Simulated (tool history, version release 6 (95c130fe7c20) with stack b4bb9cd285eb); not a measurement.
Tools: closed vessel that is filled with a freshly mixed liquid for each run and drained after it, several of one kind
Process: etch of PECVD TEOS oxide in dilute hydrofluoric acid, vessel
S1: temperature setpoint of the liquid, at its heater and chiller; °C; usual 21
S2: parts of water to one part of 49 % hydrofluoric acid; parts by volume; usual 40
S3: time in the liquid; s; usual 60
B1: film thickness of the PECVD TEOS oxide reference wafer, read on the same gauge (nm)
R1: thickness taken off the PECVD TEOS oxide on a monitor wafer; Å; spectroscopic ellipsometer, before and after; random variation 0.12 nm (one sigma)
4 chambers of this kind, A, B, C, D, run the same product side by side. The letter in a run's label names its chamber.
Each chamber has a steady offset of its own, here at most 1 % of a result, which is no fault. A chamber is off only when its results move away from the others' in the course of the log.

Run 1A, day 0.275: usual settings; B1 29.961. Result: R1 211.29 Å.
Run 2B, day 0.538: usual settings; B1 29.994. Result: R1 208.11 Å.
Run 3C, day 0.838: usual settings; B1 29.995. Result: R1 211.04 Å.
Run 4D, day 1.083: usual settings; B1 29.997. Result: R1 211.48 Å.
Run 5C, day 1.25: usual settings; B1 29.956. Result: R1 212.47 Å.
Run 6D, day 1.471: usual settings; B1 30.009. Result: R1 211.96 Å.
Run 7A, day 1.8: usual settings; B1 29.994. Result: R1 215.38 Å.
Run 8B, day 1.975: usual settings; B1 29.996. Result: R1 210.22 Å.
Run 9B, day 2.3: usual settings; B1 29.993. Result: R1 209.7 Å.
Run 10C, day 2.567: usual settings; B1 29.988. Result: R1 215.7 Å.
Run 11D, day 2.804: usual settings; B1 29.99. Result: R1 210.25 Å.
Run 12A, day 3: usual settings; B1 29.981. Result: R1 214.11 Å.
Run 13D, day 3.208: usual settings; B1 30.025. Result: R1 210.54 Å.
Run 14C, day 3.588: usual settings; B1 29.984. Result: R1 219.33 Å.
Run 15A, day 3.971: usual settings; B1 30.049. Result: R1 214 Å.
Run 16B, day 4.308: usual settings; B1 29.956. Result: R1 211.08 Å.
Run 17D, day 4.575: usual settings; B1 30.012. Result: R1 211.94 Å.
Run 18A, day 4.804: usual settings but S2 20 parts by volume, S3 70 s; B1 29.985. Result: R1 511.62 Å.
Run 19B, day 5.017: usual settings but S2 20 parts by volume, S3 70 s; B1 30.012. Result: R1 503.2 Å.
Run 20C, day 5.196: usual settings but S2 20 parts by volume, S3 70 s; B1 29.982. Result: R1 517.63 Å.
Run 21A, day 5.429: usual settings but S2 20 parts by volume, S3 70 s; B1 29.986. Result: R1 507.36 Å.
Run 22D, day 5.804: usual settings; B1 30.007. Result: R1 208.92 Å.
Run 23C, day 6.004: usual settings; B1 29.999. Result: R1 222.97 Å.
Run 24B, day 6.246: usual settings; B1 29.974. Result: R1 212.16 Å.
Run 25C, day 6.471: usual settings; B1 30. Result: R1 222.06 Å.
Run 26D, day 6.704: usual settings; B1 30.003. Result: R1 213.06 Å.

All 4 chambers run these settings next. Forecast each chamber's results:
Run 27A, day 6.983: usual settings. Result: R1 ?.
Run 27B, day 6.983: usual settings. Result: R1 ?.
Run 27C, day 6.983: usual settings. Result: R1 ?.
Run 27D, day 6.983: usual settings. Result: R1 ?.

run      R1
27A  212.76
27B  210.96
27C  224.62
27D  210.33
